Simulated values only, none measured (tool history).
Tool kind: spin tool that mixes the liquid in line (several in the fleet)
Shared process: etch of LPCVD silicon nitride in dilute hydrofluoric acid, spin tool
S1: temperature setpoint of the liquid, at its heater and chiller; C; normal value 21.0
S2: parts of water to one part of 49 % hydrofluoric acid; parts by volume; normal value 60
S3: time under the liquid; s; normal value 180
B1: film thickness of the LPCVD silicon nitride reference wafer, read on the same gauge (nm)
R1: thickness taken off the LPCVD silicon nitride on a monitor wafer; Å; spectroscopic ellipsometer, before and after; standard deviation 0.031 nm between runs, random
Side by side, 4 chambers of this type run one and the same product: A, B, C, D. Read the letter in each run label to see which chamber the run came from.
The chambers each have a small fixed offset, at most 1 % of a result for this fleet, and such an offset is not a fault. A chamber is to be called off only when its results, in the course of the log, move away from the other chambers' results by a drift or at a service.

Run 1D, hour 6.6: usual settings; B1 70.022. Result: R1 13.208 Å.
Run 2C, hour 12.6: usual settings; B1 69.959. Result: R1 12.940 Å.
At hour 13.6: chamber B: thermometer replaced.
Run 3A, hour 16.5: usual settings; B1 70.025. Result: R1 13.093 Å.
Run 4B, hour 19.4: usual settings; B1 70.004. Result: R1 12.968 Å.
Run 5B, hour 23.6: usual settings; B1 69.991. Result: R1 13.186 Å.
Run 6D, hour 29.3: usual settings; B1 70.016. Result: R1 12.958 Å.
Run 7A, hour 35.2: usual settings; B1 70.061. Result: R1 12.670 Å.
Run 8C, hour 40.8: usual settings; B1 69.952. Result: R1 13.188 Å.
Run 9A, hour 44.8: usual settings; B1 69.996. Result: R1 12.852 Å.
Run 10B, hour 51.0: usual settings; B1 69.946. Result: R1 12.496 Å.
Run 11D, hour 54.0: usual settings; B1 70.003. Result: R1 13.109 Å.
Run 12C, hour 58.7: usual settings; B1 69.998. Result: R1 13.481 Å.
Run 13C, hour 63.2: usual settings; B1 69.987. Result: R1 13.021 Å.
Run 14D, hour 66.4: usual settings; B1 70.019. Result: R1 13.182 Å.
Run 15B, hour 72.7: usual settings; B1 70.031. Result: R1 13.228 Å.
Run 16A, hour 76.9: usual settings but S2 70 parts by volume, S3 250 s; B1 70.009. Result: R1 15.193 Å.
Run 17A, hour 83.2: usual settings but S2 70 parts by volume, S3 250 s; B1 69.976. Result: R1 16.140 Å.
Run 18C, hour 87.7: usual settings but S2 70 parts by volume, S3 250 s; B1 69.959. Result: R1 14.900 Å.
Run 19B, hour 93.3: usual settings but S2 70 parts by volume, S3 250 s; B1 70.013. Result: R1 15.855 Å.
Run 20D, hour 97.8: usual settings; B1 69.984. Result: R1 13.341 Å.
Run 21A, hour 101.6: usual settings but S1 23.5 C, S2 35 parts by volume; B1 69.986. Result: R1 25.385 Å.
Run 22D, hour 108.0: usual settings but S1 23.5 C, S2 35 parts by volume; B1 69.959. Result: R1 27.296 Å.
Run 23C, hour 114.3: usual settings but S1 23.5 C, S2 35 parts by volume; B1 69.982. Result: R1 27.399 Å.
Run 24B, hour 118.4: usual settings but S1 23.5 C, S2 35 parts by volume; B1 70.022. Result: R1 26.116 Å.
Run 25C, hour 121.9: usual settings; B1 70.009. Result: R1 12.850 Å.
Run 26A, hour 125.4: usual settings; B1 69.985. Result: R1 12.910 Å.
Run 27B, hour 131.3: usual settings but S1 25.5 C, S3 130 s; B1 70.027. Result: R1 12.852 Å.
Run 28D, hour 137.1: usual settings but S1 25.5 C, S3 130 s; B1 70.006. Result: R1 12.787 Å.
Run 29B, hour 141.2: usual settings but S1 25.5 C, S3 130 s; B1 70.030. Result: R1 11.897 Å.
Run 30C, hour 147.2: usual settings but S1 25.5 C, S3 130 s; B1 70.018. Result: R1 12.840 Å.
Run 31A, hour 150.1: usual settings; B1 69.931. Result: R1 12.779 Å.
Run 32D, hour 156.6: usual settings; B1 69.992. Result: R1 12.700 Å.
Run 33A, hour 161.9: usual settings; B1 70.022. Result: R1 13.034 Å.
Run 34C, hour 168.0: usual settings; B1 69.982. Result: R1 13.830 Å.
Run 35D, hour 172.9: usual settings; B1 69.995. Result: R1 13.523 Å.
Run 36B, hour 178.4: usual settings; B1 69.997. Result: R1 12.479 Å.
Run 37B, hour 182.9: usual settings; B1 69.998. Result: R1 12.906 Å.
Run 38C, hour 186.5: usual settings but S3 270 s; B1 69.937. Result: R1 19.289 Å.
Run 39A, hour 190.4: usual settings but S3 270 s; B1 69.936. Result: R1 19.065 Å.
Run 40D, hour 195.4: usual settings but S3 270 s; B1 70.021. Result: R1 19.968 Å.
Run 41D, hour 200.0: usual settings but S3 270 s; B1 70.005. Result: R1 18.696 Å.
Run 42A, hour 205.7: usual settings but S2 40 parts by volume, S3 225 s; B1 69.997. Result: R1 24.360 Å.
Run 43B, hour 209.3: usual settings but S2 40 parts by volume, S3 225 s; B1 70.008. Result: R1 24.568 Å.

Each of the 4 chambers runs these same settings next. Fill in every chamber's results:
Run 44A, hour 214.0: usual settings but S2 45 parts by volume. Result: R1 ?.
Run 44B, hour 214.0: usual settings but S2 45 parts by volume. Result: R1 ?.
Run 44C, hour 214.0: usual settings but S2 45 parts by volume. Result: R1 ?.
Run 44D, hour 214.0: usual settings but S2 45 parts by volume. Result: R1 ?.

run      R1
44A  17.597
44B  17.034
44C  16.963
44D  16.981
